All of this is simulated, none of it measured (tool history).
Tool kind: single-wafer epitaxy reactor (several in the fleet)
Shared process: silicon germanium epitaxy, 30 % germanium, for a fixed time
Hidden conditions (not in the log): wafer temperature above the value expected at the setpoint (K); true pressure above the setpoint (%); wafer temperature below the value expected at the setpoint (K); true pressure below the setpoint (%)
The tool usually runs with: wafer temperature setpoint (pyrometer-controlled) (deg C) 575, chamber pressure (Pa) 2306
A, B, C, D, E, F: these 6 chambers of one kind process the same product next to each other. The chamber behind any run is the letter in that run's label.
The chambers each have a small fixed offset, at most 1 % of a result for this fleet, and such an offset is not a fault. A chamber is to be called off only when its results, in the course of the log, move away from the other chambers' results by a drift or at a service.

run     day  wafer temperature setpoint (pyrometer-controlled) (deg C)  chamber pressure (Pa)  hours since the last pyrometer calibration  hours since the last manometer calibration  read-back reference wafer on the same gauge, thickness_nm  mean film thickness on the monitor wafer (nm)
 1F   0.379                                                        575                   2306                                      1928.1                                      1753.9                                                     41.401                                         34.892
 2E   0.562                                                        575                   2306                                      1195.7                                       935.1                                                     41.435                                         34.884
 3C   0.788                                                        575                   2306                                      1911.4                                       359.6                                                     41.432                                         35.305
      1.029  -- chamber B: pyrometer calibrated
 4D   1.062                                                        575                   2306                                       900.6                                       756.5                                                      41.37                                         34.621
 5B   1.421                                                        565                   1893                                         9.4                                      1012.9                                                     41.396                                         26.482
 6A     1.8                                                        565                   1893                                      2590.6                                        1373                                                       41.4                                         26.423
 7F   2.038                                                        565                   1893                                      1967.9                                      1793.7                                                     41.374                                         26.539
 8B   2.379                                                        565                   1893                                        32.4                                      1035.9                                                     41.357                                         26.438
 9D   2.612                                                        565                   1893                                       937.8                                       793.7                                                     41.376                                         26.464
10A     2.8                                                        565                   1893                                      2614.6                                        1397                                                     41.412                                         26.493
11E   3.004                                                        575                   2306                                      1254.3                                       993.7                                                     41.405                                          34.73
12C   3.221                                                        575                   2306                                      1969.8                                         418                                                     41.437                                         35.087
13D   3.504                                                        575                   2613                                       959.2                                       815.1                                                     41.427                                         36.545
14A   3.833                                                        575                   2613                                      2639.4                                      1421.8                                                     41.426                                         36.827
15F   4.029                                                        575                   2613                                      2015.7                                      1841.5                                                     41.377                                         36.334
16B   4.242                                                        575                   2613                                        77.1                                      1080.6                                                     41.387                                         36.744
17C   4.575                                                        575                   2613                                      2002.3                                       450.5                                                     41.402                                         36.942
18E   4.817                                                        575                   2613                                      1297.8                                      1037.2                                                     41.421                                         36.506
19C     5.1                                                        575                   2306                                      2014.9                                       463.1                                                     41.426                                          35.21
20F   5.496                                                        575                   2306                                      2050.9                                      1876.7                                                     41.416                                         34.359
21A   5.788                                                        575                   2306                                      2686.3                                      1468.7                                                      41.43                                         35.046
22D   6.146                                                        575                   2306                                      1022.6                                       878.5                                                     41.378                                         35.076
23B   6.362                                                        580                   2653                                         128                                      1131.5                                                     41.418                                         40.661
24E   6.538                                                        580                   2653                                      1339.1                                      1078.5                                                     41.391                                         40.624
25A   6.908                                                        580                   2653                                      2713.2                                      1495.6                                                     41.405                                         40.683
26C   7.079                                                        580                   2653                                      2062.4                                       510.6                                                     41.394                                         40.767
27E   7.283                                                        580                   2653                                        1357                                      1096.4                                                     41.387                                         40.341
28B   7.679                                                        580                   2653                                       159.6                                      1163.1                                                     41.437                                         40.708
29F   8.033                                                        587                   2306                                      2111.8                                      1937.6                                                     41.419                                         43.282
      8.162  -- chamber A: pyrometer calibrated
30D   8.275                                                        587                   2306                                      1073.7                                       929.6                                                     41.451                                         43.677
31A   8.521                                                        587                   2306                                         8.7                                      1534.3                                                     41.416                                         43.879
32F   8.758                                                        587                   2306                                      2129.2                                        1955                                                     41.397                                         42.811
33B   8.971                                                        587                   2306                                       190.6                                      1194.1                                                     41.376                                         44.065
      8.983  -- chamber A: capacitance manometer re-zeroed and calibrated
34E   9.188                                                        587                   2306                                      1402.7                                      1142.1                                                     41.406                                         44.053
35D   9.438                                                        575                   2306                                      1101.6                                       957.5                                                     41.419                                         34.649
36C   9.738                                                        575                   2306                                      2126.2                                       574.4                                                     41.413                                         35.299
37D  10.021                                                        575                   2306                                      1115.6                                       971.5                                                     41.398                                         34.858
38E  10.279                                                        575                   2306                                      1428.9                                      1168.3                                                      41.41                                         34.842
39C  10.579                                                        575                   2306                                      2146.4                                       594.6                                                     41.423                                          35.01
40A  10.833                                                        575                   2306                                        64.2                                        44.4                                                     41.391                                         34.997

The same settings go to every chamber for the next run, one line per chamber below. Forecast the results for each:
41A  11.117                                                        575                   2306                                                                                                                                                                                                 ?
41B  11.117                                                        575                   2306                                                                                                                                                                                                 ?
41C  11.117                                                        575                   2306                                                                                                                                                                                                 ?
41D  11.117                                                        575                   2306                                                                                                                                                                                                 ?
41E  11.117                                                        575                   2306                                                                                                                                                                                                 ?
41F  11.117                                                        575                   2306                                                                                                                                                                                                 ?

run  mean film thickness on the monitor wafer (nm)
41A                                         34.742
41B                                         34.659
41C                                          35.21
41D                                         34.692
41E                                          34.82
41F                                         33.863
